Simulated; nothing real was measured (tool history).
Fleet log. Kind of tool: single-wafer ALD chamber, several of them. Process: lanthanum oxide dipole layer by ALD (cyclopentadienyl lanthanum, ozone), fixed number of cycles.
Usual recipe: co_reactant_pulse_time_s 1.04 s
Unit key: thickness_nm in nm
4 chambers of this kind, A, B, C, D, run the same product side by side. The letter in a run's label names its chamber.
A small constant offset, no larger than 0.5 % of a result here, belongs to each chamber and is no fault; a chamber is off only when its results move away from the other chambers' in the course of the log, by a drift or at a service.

| run | day | co_reactant_pulse_time_s | hours since the last thermocouple change | hours since the last ozone generator service | read-back reference wafer on the same gauge, thickness_nm | thickness_nm |
|---|---|---|---|---|---|---|
| 1D | 0.183 | 1.04 | 521.4 | 12.6 | 0.60201 | 0.50216 |
| 2B | 0.421 | 1.04 | 2048.9 | 663.2 | 0.60177 | 0.50539 |
| 3C | 0.621 | 1.04 | 1267.8 | 229.6 | 0.60192 | 0.50521 |
| 4A | 0.888 | 1.04 | 1654.6 | 259.3 | 0.60152 | 0.50552 |
| 5A | 1.004 | 1.04 | 1657.4 | 262.1 | 0.60159 | 0.50405 |
| 6C | 1.133 | 1.04 | 1280.1 | 241.9 | 0.60231 | 0.50481 |
| 7D | 1.342 | 1.04 | 549.2 | 40.4 | 0.60156 | 0.50709 |
| 8B | 1.488 | 0.84 | 2074.5 | 688.8 | 0.60224 | 0.46893 |
| 9D | 1.725 | 0.84 | 558.4 | 49.6 | 0.60214 | 0.46676 |
| 10B | 1.879 | 0.84 | 2083.9 | 698.2 | 0.60120 | 0.47076 |
| 11C | 1.996 | 0.84 | 1300.8 | 262.6 | 0.60165 | 0.46702 |
| 12A | 2.112 | 1.04 | 1684.0 | 288.7 | 0.60184 | 0.50763 |
| 13B | 2.275 | 1.04 | 2093.4 | 707.7 | 0.60236 | 0.50311 |
| 14C | 2.517 | 1.04 | 1313.3 | 275.1 | 0.60183 | 0.50441 |
| 15D | 2.729 | 1.04 | 582.5 | 73.7 | 0.60260 | 0.50367 |
| 16A | 2.912 | 1.04 | 1703.2 | 307.9 | 0.60222 | 0.50677 |
| 17D | 3.142 | 1.04 | 592.4 | 83.6 | 0.60247 | 0.50442 |
| 18A | 3.350 | 1.04 | 1713.7 | 318.4 | 0.60212 | 0.50661 |
| 19B | 3.504 | 1.32 | 2122.9 | 737.2 | 0.60233 | 0.53280 |
| 20C | 3.729 | 1.32 | 1342.4 | 304.2 | 0.60266 | 0.53416 |
| 21D | 3.888 | 1.32 | 610.3 | 101.5 | 0.60267 | 0.53797 |
| 22C | 4.088 | 1.32 | 1351.0 | 312.8 | 0.60172 | 0.53380 |
| 23A | 4.279 | 1.04 | 1736.0 | 340.7 | 0.60244 | 0.50665 |
| 24B | 4.483 | 1.21 | 2146.4 | 760.7 | 0.60206 | 0.52094 |
| 25D | 4.667 | 1.21 | 629.0 | 120.2 | 0.60158 | 0.52305 |
| 26A | 4.912 | 1.21 | 1751.2 | 355.9 | 0.60273 | 0.52651 |
| 27C | 5.096 | 1.21 | 1375.2 | 337.0 | 0.60225 | 0.52350 |
| 28B | 5.333 | 1.04 | 2166.8 | 781.1 | 0.60174 | 0.49666 |
| 29A | 5.483 | 1.04 | 1764.9 | 369.6 | 0.60134 | 0.50714 |
| 30C | 5.642 | 1.04 | 1388.3 | 350.1 | 0.60181 | 0.50231 |
| 31D | 5.800 | 1.04 | 656.2 | 147.4 | 0.60256 | 0.50596 |
| 32B | 5.942 | 1.04 | 2181.4 | 795.7 | 0.60197 | 0.49588 |
| 33B | 6.183 | 1.04 | 2187.2 | 801.5 | 0.60162 | 0.49121 |
| 34A | 6.433 | 1.04 | 1787.7 | 392.4 | 0.60237 | 0.50617 |
| 35C | 6.696 | 1.04 | 1413.6 | 375.4 | 0.60168 | 0.50729 |
| 36D | 6.896 | 1.04 | 682.5 | 173.7 | 0.60223 | 0.50546 |
| 37C | 7.146 | 1.04 | 1424.4 | 386.2 | 0.60226 | 0.50330 |
| 38D | 7.296 | 1.04 | 692.1 | 183.3 | 0.60121 | 0.50400 |
| 39B | 7.508 | 1.27 | 2219.0 | 833.3 | 0.60168 | 0.51838 |

Has any chamber moved away from the others, gradually or after a service, or does the common gauge drift, or do the chambers differ only by their own small steady offsets? State the chamber and the most likely cause if one applies.

One chamber, B, drifts off from the rest bit by bit.
Likeliest cause: ozone dose below that of a generator just serviced (%) = 10.8.

Here are 4 candidates for chamber B's next run, each the usual settings with a change, their results left as question marks. Which one brings its results back in line with what the others give on the usual settings?
In line here means within this much of the mean the other chambers give on the usual settings: thickness_nm 0.00770 nm
| 40B-1 | 7.700 | 0.88 |  |  |  | ? |
| 40B-2 | 7.700 | 1.15 |  |  |  | ? |
| 40B-3 | 7.700 | 1.27 |  |  |  | ? |
| 40B-4 | 7.700 | 0.93 |  |  |  | ? |

What the other chambers average on the usual settings: thickness_nm 0.50540 nm
| run | thickness_nm |
|---|---|
| 40B-1 | 0.45898 |
| 40B-2 | 0.50443 |
| 40B-3 | 0.51863 |
| 40B-4 | 0.46911 |
With 40B-2, the chamber falls back in line with the rest.
